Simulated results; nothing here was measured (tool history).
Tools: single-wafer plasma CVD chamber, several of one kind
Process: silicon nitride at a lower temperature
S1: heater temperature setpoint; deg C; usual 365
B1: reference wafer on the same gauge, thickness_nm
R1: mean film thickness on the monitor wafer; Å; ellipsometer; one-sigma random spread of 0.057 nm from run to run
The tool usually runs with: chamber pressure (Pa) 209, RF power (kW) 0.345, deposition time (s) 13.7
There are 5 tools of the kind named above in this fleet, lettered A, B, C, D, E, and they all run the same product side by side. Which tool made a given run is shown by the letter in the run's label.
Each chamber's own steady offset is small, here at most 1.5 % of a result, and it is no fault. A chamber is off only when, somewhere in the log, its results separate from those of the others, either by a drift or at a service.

{"run": "1C", "hour": 9.1, "S1": 365, "chamber pressure (Pa)": 209, "RF power (kW)": 0.345, "deposition time (s)": 13.7, "B1": 19.402, "R1": 176.84}
{"run": "2A", "hour": 16.1, "S1": 365, "chamber pressure (Pa)": 209, "RF power (kW)": 0.345, "deposition time (s)": 13.7, "B1": 19.391, "R1": 176.06}
{"run": "3D", "hour": 23.0, "S1": 365, "chamber pressure (Pa)": 209, "RF power (kW)": 0.345, "deposition time (s)": 13.7, "B1": 19.408, "R1": 174.34}
{"run": "4E", "hour": 32.5, "S1": 365, "chamber pressure (Pa)": 209, "RF power (kW)": 0.345, "deposition time (s)": 13.7, "B1": 19.403, "R1": 172.29}
{"run": "5B", "hour": 41.1, "S1": 372, "chamber pressure (Pa)": 229, "RF power (kW)": 0.345, "deposition time (s)": 13.7, "B1": 19.415, "R1": 178.71}
{"run": "6D", "hour": 46.1, "S1": 372, "chamber pressure (Pa)": 229, "RF power (kW)": 0.345, "deposition time (s)": 13.7, "B1": 19.387, "R1": 178.85}
{"run": "7C", "hour": 55.5, "S1": 372, "chamber pressure (Pa)": 229, "RF power (kW)": 0.345, "deposition time (s)": 13.7, "B1": 19.389, "R1": 180.65}
{"run": "8A", "hour": 61.0, "S1": 372, "chamber pressure (Pa)": 229, "RF power (kW)": 0.345, "deposition time (s)": 13.7, "B1": 19.403, "R1": 181.12}
{"run": "9E", "hour": 67.5, "S1": 372, "chamber pressure (Pa)": 229, "RF power (kW)": 0.345, "deposition time (s)": 13.7, "B1": 19.41, "R1": 175.81}
{"run": "10B", "hour": 77.6, "S1": 365, "chamber pressure (Pa)": 209, "RF power (kW)": 0.345, "deposition time (s)": 13.7, "B1": 19.41, "R1": 176.12}
{"run": "11C", "hour": 86.9, "S1": 365, "chamber pressure (Pa)": 209, "RF power (kW)": 0.345, "deposition time (s)": 13.7, "B1": 19.393, "R1": 177.63}
{"run": "12A", "hour": 95.1, "S1": 365, "chamber pressure (Pa)": 209, "RF power (kW)": 0.345, "deposition time (s)": 13.7, "B1": 19.415, "R1": 175.62}
{"run": "13D", "hour": 103.6, "S1": 365, "chamber pressure (Pa)": 209, "RF power (kW)": 0.345, "deposition time (s)": 13.7, "B1": 19.411, "R1": 174.82}
{"run": "14E", "hour": 109.1, "S1": 365, "chamber pressure (Pa)": 209, "RF power (kW)": 0.345, "deposition time (s)": 13.7, "B1": 19.381, "R1": 172.04}
{"hour": 116.5, "done": "chamber A: capacitance manometer re-zeroed and calibrated"}
{"run": "15B", "hour": 118.7, "S1": 365, "chamber pressure (Pa)": 209, "RF power (kW)": 0.345, "deposition time (s)": 13.7, "B1": 19.393, "R1": 174.47}
{"run": "16C", "hour": 123.8, "S1": 365, "chamber pressure (Pa)": 209, "RF power (kW)": 0.345, "deposition time (s)": 13.7, "B1": 19.392, "R1": 176.08}
{"run": "17B", "hour": 131.5, "S1": 365, "chamber pressure (Pa)": 209, "RF power (kW)": 0.345, "deposition time (s)": 13.7, "B1": 19.405, "R1": 175.24}
{"run": "18A", "hour": 138.7, "S1": 365, "chamber pressure (Pa)": 159, "RF power (kW)": 0.345, "deposition time (s)": 11.2, "B1": 19.408, "R1": 134.54}
{"run": "19E", "hour": 147.9, "S1": 365, "chamber pressure (Pa)": 159, "RF power (kW)": 0.345, "deposition time (s)": 11.2, "B1": 19.38, "R1": 130.23}
{"run": "20D", "hour": 157.5, "S1": 365, "chamber pressure (Pa)": 159, "RF power (kW)": 0.345, "deposition time (s)": 11.2, "B1": 19.383, "R1": 131.98}
{"run": "21A", "hour": 164.3, "S1": 365, "chamber pressure (Pa)": 159, "RF power (kW)": 0.345, "deposition time (s)": 11.2, "B1": 19.4, "R1": 135.47}
{"run": "22D", "hour": 174.5, "S1": 365, "chamber pressure (Pa)": 159, "RF power (kW)": 0.345, "deposition time (s)": 11.2, "B1": 19.426, "R1": 132.04}
{"run": "23C", "hour": 180.0, "S1": 365, "chamber pressure (Pa)": 209, "RF power (kW)": 0.345, "deposition time (s)": 13.7, "B1": 19.394, "R1": 176.41}
{"run": "24B", "hour": 187.3, "S1": 378, "chamber pressure (Pa)": 209, "RF power (kW)": 0.345, "deposition time (s)": 16.1, "B1": 19.397, "R1": 205.91}
{"run": "25E", "hour": 197.4, "S1": 378, "chamber pressure (Pa)": 209, "RF power (kW)": 0.345, "deposition time (s)": 16.1, "B1": 19.407, "R1": 202.34}
{"run": "26D", "hour": 206.2, "S1": 378, "chamber pressure (Pa)": 209, "RF power (kW)": 0.345, "deposition time (s)": 16.1, "B1": 19.387, "R1": 203.63}
{"run": "27B", "hour": 211.8, "S1": 378, "chamber pressure (Pa)": 209, "RF power (kW)": 0.345, "deposition time (s)": 16.1, "B1": 19.398, "R1": 203.98}
{"run": "28A", "hour": 219.7, "S1": 378, "chamber pressure (Pa)": 209, "RF power (kW)": 0.345, "deposition time (s)": 16.1, "B1": 19.4, "R1": 209.17}
{"run": "29C", "hour": 228.4, "S1": 365, "chamber pressure (Pa)": 209, "RF power (kW)": 0.345, "deposition time (s)": 13.7, "B1": 19.415, "R1": 177.22}
{"run": "30E", "hour": 238.5, "S1": 365, "chamber pressure (Pa)": 209, "RF power (kW)": 0.345, "deposition time (s)": 13.7, "B1": 19.4, "R1": 172.14}

One chamber off, gauge drift, or nothing amiss beyond the chambers' own small offsets? If it is a chamber, which one, and what is the likeliest cause?

After it was serviced, chamber A no longer matches the other chambers.
Likeliest cause: true pressure above the setpoint (%) = 6.25.

Here are 4 candidates for chamber A's next run, each the usual settings with a change, their results left as question marks. Which one brings its results back in line with what the others give on the usual settings?
In-line tolerance around the mean of the other chambers on the usual settings: R1 2.00 Å
{"run": "31A-1", "hour": 245.8, "S1": 365, "chamber pressure (Pa)": 217, "RF power (kW)": 0.365, "deposition time (s)": 13.7, "R1": "?"}
{"run": "31A-2", "hour": 245.8, "S1": 365, "chamber pressure (Pa)": 209, "RF power (kW)": 0.32, "deposition time (s)": 13.7, "R1": "?"}
{"run": "31A-3", "hour": 245.8, "S1": 365, "chamber pressure (Pa)": 209, "RF power (kW)": 0.345, "deposition time (s)": 14.0, "R1": "?"}
{"run": "31A-4", "hour": 245.8, "S1": 365, "chamber pressure (Pa)": 205, "RF power (kW)": 0.335, "deposition time (s)": 13.7, "R1": "?"}

Other chambers, usual settings, mean: R1 174.56 Å
run=31A-1 R1=187.80
run=31A-2 R1=170.63
run=31A-3 R1=183.18
run=31A-4 R1=174.96
31A-4 puts the chamber back in line with the other chambers.
